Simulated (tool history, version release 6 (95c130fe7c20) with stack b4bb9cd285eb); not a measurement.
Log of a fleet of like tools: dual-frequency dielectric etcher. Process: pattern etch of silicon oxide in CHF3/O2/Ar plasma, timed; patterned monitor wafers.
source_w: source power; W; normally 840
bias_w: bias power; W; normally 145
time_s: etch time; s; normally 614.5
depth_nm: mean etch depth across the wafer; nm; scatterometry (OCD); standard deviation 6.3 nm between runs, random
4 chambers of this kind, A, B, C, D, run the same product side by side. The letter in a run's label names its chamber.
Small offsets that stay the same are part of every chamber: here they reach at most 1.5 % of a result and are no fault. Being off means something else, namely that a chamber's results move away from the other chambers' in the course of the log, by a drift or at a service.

| run | hour | source_w | bias_w | time_s | hours since the last wet clean | hours since the last source power generator calibration | hours since the last bias power generator calibration | read-back reference wafer on the same gauge, depth_nm | depth_nm |
|---|---|---|---|---|---|---|---|---|---|
|  | 0.2 | chamber C: wet clean of the chamber |
| 1B | 9.6 | 840 | 145 | 614.5 | 398.5 | 2233.9 | 878.9 | 1519.5 | 1278.6 |
|  | 9.7 | chamber D: wet clean of the chamber |
| 2C | 17.8 | 840 | 145 | 614.5 | 17.6 | 1696.7 | 2216.7 | 1520.5 | 1296.7 |
| 3D | 24.2 | 840 | 145 | 614.5 | 14.5 | 2558.4 | 355.4 | 1521.9 | 1264.7 |
| 4A | 36.6 | 840 | 145 | 614.5 | 203.5 | 702.6 | 122 | 1519.4 | 1292.3 |
| 5D | 49.3 | 840 | 145 | 614.5 | 39.6 | 2583.5 | 380.5 | 1520.9 | 1287.1 |
| 6B | 59.9 | 840 | 145 | 614.5 | 448.8 | 2284.2 | 929.2 | 1520.8 | 1281.8 |
| 7C | 70.7 | 840 | 145 | 614.5 | 70.5 | 1749.6 | 2269.6 | 1520.7 | 1291.1 |
| 8A | 77.3 | 840 | 145 | 614.5 | 244.2 | 743.3 | 162.7 | 1519.4 | 1285.4 |
| 9B | 84.7 | 840 | 145 | 614.5 | 473.6 | 2309 | 954 | 1520.5 | 1283.2 |
| 10D | 92.2 | 840 | 145 | 614.5 | 82.5 | 2626.4 | 423.4 | 1519.9 | 1286.3 |
| 11C | 106.6 | 840 | 145 | 614.5 | 106.4 | 1785.5 | 2305.5 | 1521.1 | 1294.3 |
| 12A | 120.1 | 840 | 145 | 614.5 | 287 | 786.1 | 205.5 | 1520.1 | 1288.5 |
| 13A | 132.5 | 840 | 145 | 614.5 | 299.4 | 798.5 | 217.9 | 1518.6 | 1295.5 |
| 14D | 146.2 | 840 | 145 | 614.5 | 136.5 | 2680.4 | 477.4 | 1519.6 | 1282.6 |
| 15B | 158 | 840 | 145 | 614.5 | 546.9 | 2382.3 | 1027.3 | 1520.1 | 1276.8 |
| 16C | 167.5 | 840 | 145 | 614.5 | 167.3 | 1846.4 | 2366.4 | 1518.1 | 1289.9 |
| 17A | 174.5 | 840 | 145 | 614.5 | 341.4 | 840.5 | 259.9 | 1519.6 | 1290.4 |
| 18C | 189.2 | 840 | 145 | 614.5 | 189 | 1868.1 | 2388.1 | 1519.6 | 1289 |
|  | 198.8 | chamber B: wet clean of the chamber |
| 19B | 200.9 | 840 | 145 | 614.5 | 2.1 | 2425.2 | 1070.2 | 1521.6 | 1274.1 |
| 20D | 215.2 | 840 | 113 | 557 | 205.5 | 2749.4 | 546.4 | 1519.8 | 1070.8 |
|  | 220.9 | chamber A: wet clean of the chamber |
| 21D | 228.3 | 840 | 113 | 557 | 218.6 | 2762.5 | 559.5 | 1520.6 | 1076.6 |
| 22A | 239.8 | 840 | 113 | 557 | 18.9 | 905.8 | 325.2 | 1517.5 | 1089.8 |
| 23C | 252.1 | 840 | 113 | 557 | 251.9 | 1931 | 2451 | 1518 | 1079.7 |
|  | 254.1 | chamber D: source power generator calibrated |
| 24B | 264.5 | 840 | 145 | 614.5 | 65.7 | 2488.8 | 1133.8 | 1518.4 | 1280 |
| 25A | 273.3 | 840 | 123 | 614.5 | 52.4 | 939.3 | 358.7 | 1522.1 | 1229.7 |
| 26D | 287.6 | 840 | 123 | 614.5 | 277.9 | 33.6 | 618.8 | 1521.5 | 1212.3 |
| 27C | 301 | 840 | 123 | 614.5 | 300.8 | 1979.9 | 2499.9 | 1518.7 | 1215.9 |
| 28B | 309.9 | 840 | 123 | 614.5 | 111.1 | 2534.2 | 1179.2 | 1519.7 | 1224.1 |
| 29B | 320.1 | 840 | 145 | 614.5 | 121.3 | 2544.4 | 1189.4 | 1517.8 | 1276.7 |
| 30A | 332.5 | 840 | 145 | 614.5 | 111.6 | 998.5 | 417.9 | 1521.1 | 1291.2 |
| 31D | 340.2 | 840 | 145 | 614.5 | 330.5 | 86.2 | 671.4 | 1520.4 | 1279.1 |
| 32C | 346.8 | 840 | 145 | 614.5 | 346.6 | 2025.7 | 2545.7 | 1518.8 | 1290.4 |
| 33D | 361.4 | 840 | 145 | 614.5 | 351.7 | 107.4 | 692.6 | 1520.4 | 1273.1 |
| 34A | 375.8 | 840 | 145 | 614.5 | 154.9 | 1041.8 | 461.2 | 1518.7 | 1283.1 |
| 35B | 386.9 | 1040 | 167 | 614.5 | 188.1 | 2611.2 | 1256.2 | 1519.2 | 1447.2 |
|  | 399.1 | chamber D: wet clean of the chamber |
| 36C | 399.7 | 1040 | 167 | 614.5 | 399.5 | 2078.6 | 2598.6 | 1519.8 | 1458.6 |
| 37B | 409.3 | 1040 | 167 | 614.5 | 210.5 | 2633.6 | 1278.6 | 1518.7 | 1451.4 |
| 38A | 424 | 1040 | 167 | 614.5 | 203.1 | 1090 | 509.4 | 1520.4 | 1486.6 |
| 39D | 437.8 | 840 | 145 | 614.5 | 38.7 | 183.8 | 769 | 1522 | 1277.8 |

The same settings go to every chamber for the next run, one line per chamber below. Forecast the results for each:
| 40A | 448.3 | 840 | 177 | 614.5 |  |  |  |  | ? |
| 40B | 448.3 | 840 | 177 | 614.5 |  |  |  |  | ? |
| 40C | 448.3 | 840 | 177 | 614.5 |  |  |  |  | ? |
| 40D | 448.3 | 840 | 177 | 614.5 |  |  |  |  | ? |

| run | depth_nm |
|---|---|
| 40A | 1383.5 |
| 40B | 1368.7 |
| 40C | 1378.4 |
| 40D | 1369.6 |
